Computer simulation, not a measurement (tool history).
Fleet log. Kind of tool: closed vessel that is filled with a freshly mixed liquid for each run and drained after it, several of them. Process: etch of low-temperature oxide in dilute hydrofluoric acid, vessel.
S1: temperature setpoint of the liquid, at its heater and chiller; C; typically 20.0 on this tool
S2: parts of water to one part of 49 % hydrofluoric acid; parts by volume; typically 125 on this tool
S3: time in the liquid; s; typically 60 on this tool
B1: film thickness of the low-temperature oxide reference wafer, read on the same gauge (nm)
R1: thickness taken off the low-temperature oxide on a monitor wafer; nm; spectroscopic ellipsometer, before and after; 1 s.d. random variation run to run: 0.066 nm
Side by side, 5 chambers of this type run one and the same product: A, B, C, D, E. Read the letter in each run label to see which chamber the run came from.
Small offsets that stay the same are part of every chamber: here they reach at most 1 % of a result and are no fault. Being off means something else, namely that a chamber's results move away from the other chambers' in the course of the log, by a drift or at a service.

run   hour    S1   S2  S3      B1       R1
 1E    4.5  20.0  125  60  40.016   7.9424
 2A    7.6  20.0  125  60  39.972   7.8998
 3D   13.1  20.0  125  60  39.959   7.8742
 4B   17.2  20.0  125  60  39.996   7.9863
 5C   23.3  20.0  125  60  40.021   7.8284
 6C   29.8  20.0  125  60  39.982   7.8520
 7E   34.6  20.0  125  60  40.035   7.8106
 8B   39.9  20.0  125  60  39.987   7.8795
 9A   45.1  20.0  125  60  39.991   7.8053
10D   50.4  20.0  125  60  39.993   7.9276
11E   53.9  24.5   85  60  39.996  14.3350
12A   58.6  24.5   85  60  39.999  14.2310
13D   63.6  24.5   85  60  40.001  14.2240
14C   67.4  24.5   85  60  39.953  14.4030
15B   71.1  24.5   85  60  39.981  14.6050
16E   74.2  20.0  125  60  40.004   7.7385
17A   79.6  20.0  125  60  40.038   7.6556
18D   84.3  20.0  125  60  40.001   7.8128
19C   90.8  23.0  125  35  40.030   5.1381
20B   94.0  23.0  125  35  40.014   5.2603
21A   97.8  23.0  125  35  40.003   4.8842
22E  103.9  23.0  125  35  40.009   5.1361
23B  109.6  23.0  125  35  40.003   5.2204
24C  116.1  20.0  125  60  40.025   7.8846
25D  122.5  20.0  105  60  39.994   9.4077
26A  125.4  20.0  105  60  40.023   9.1074
27C  129.6  20.0  105  60  39.995   9.4275
28D  134.5  20.0  105  60  39.992   9.5253
29E  138.6  20.0  105  60  39.980   9.5410
30B  143.8  20.0  125  60  39.930   7.9280
31C  147.1  20.0  125  60  40.041   7.9139
32D  153.5  20.0  125  60  40.004   7.8267
     154.8  -- chamber D: hydrofluoric acid flow meter replaced
33A  156.4  20.0  125  60  40.005   7.3425
34B  159.3  20.0  125  60  40.018   7.8744
35E  163.2  20.0   75  60  39.958  13.6970
36D  168.6  20.0   75  60  39.967  13.5200
37A  174.9  20.0   75  60  40.006  12.7000
38C  178.4  20.0   75  60  39.967  13.8320
39E  183.5  20.0   75  60  40.007  13.7470
40B  187.9  20.0  125  60  40.025   7.9578
41E  193.2  20.0  125  60  39.979   7.7823
42A  199.2  20.0  125  60  40.034   7.0061
43B  205.6  20.0  125  60  40.038   8.0565
44D  212.1  20.0  125  60  40.003   7.8569

Has any chamber moved away from the others, gradually or after a service, or does the common gauge drift, or do the chambers differ only by their own small steady offsets? State the chamber and the most likely cause if one applies.

Little by little, chamber A moves away from the other chambers.
Likeliest cause: hydrofluoric acid flow below the setpoint (%) = 9.7.
Not necessarily distinguishable in this log from: liquid colder than its thermometer reads (K).

Which of the 4 candidates below, each the usual settings with something changed and its results left as question marks, puts chamber A back in line with what the other chambers give on the usual settings?
In line means no further than this from the other chambers' mean on the usual settings: R1 0.2300 nm
45A-1  216.9  20.5  115  60       ?
45A-2  216.9  19.5  125  50       ?
45A-3  216.9  19.5  135  60       ?
45A-4  216.9  25.5  125  60       ?

On the usual settings, the other chambers give on average: R1 7.8772 nm
  run      R1
45A-1  7.8742
45A-2  5.7268
45A-3  6.2881
45A-4  8.7174
Change 45A-1 lands the chamber within the allowed miss of the other chambers.

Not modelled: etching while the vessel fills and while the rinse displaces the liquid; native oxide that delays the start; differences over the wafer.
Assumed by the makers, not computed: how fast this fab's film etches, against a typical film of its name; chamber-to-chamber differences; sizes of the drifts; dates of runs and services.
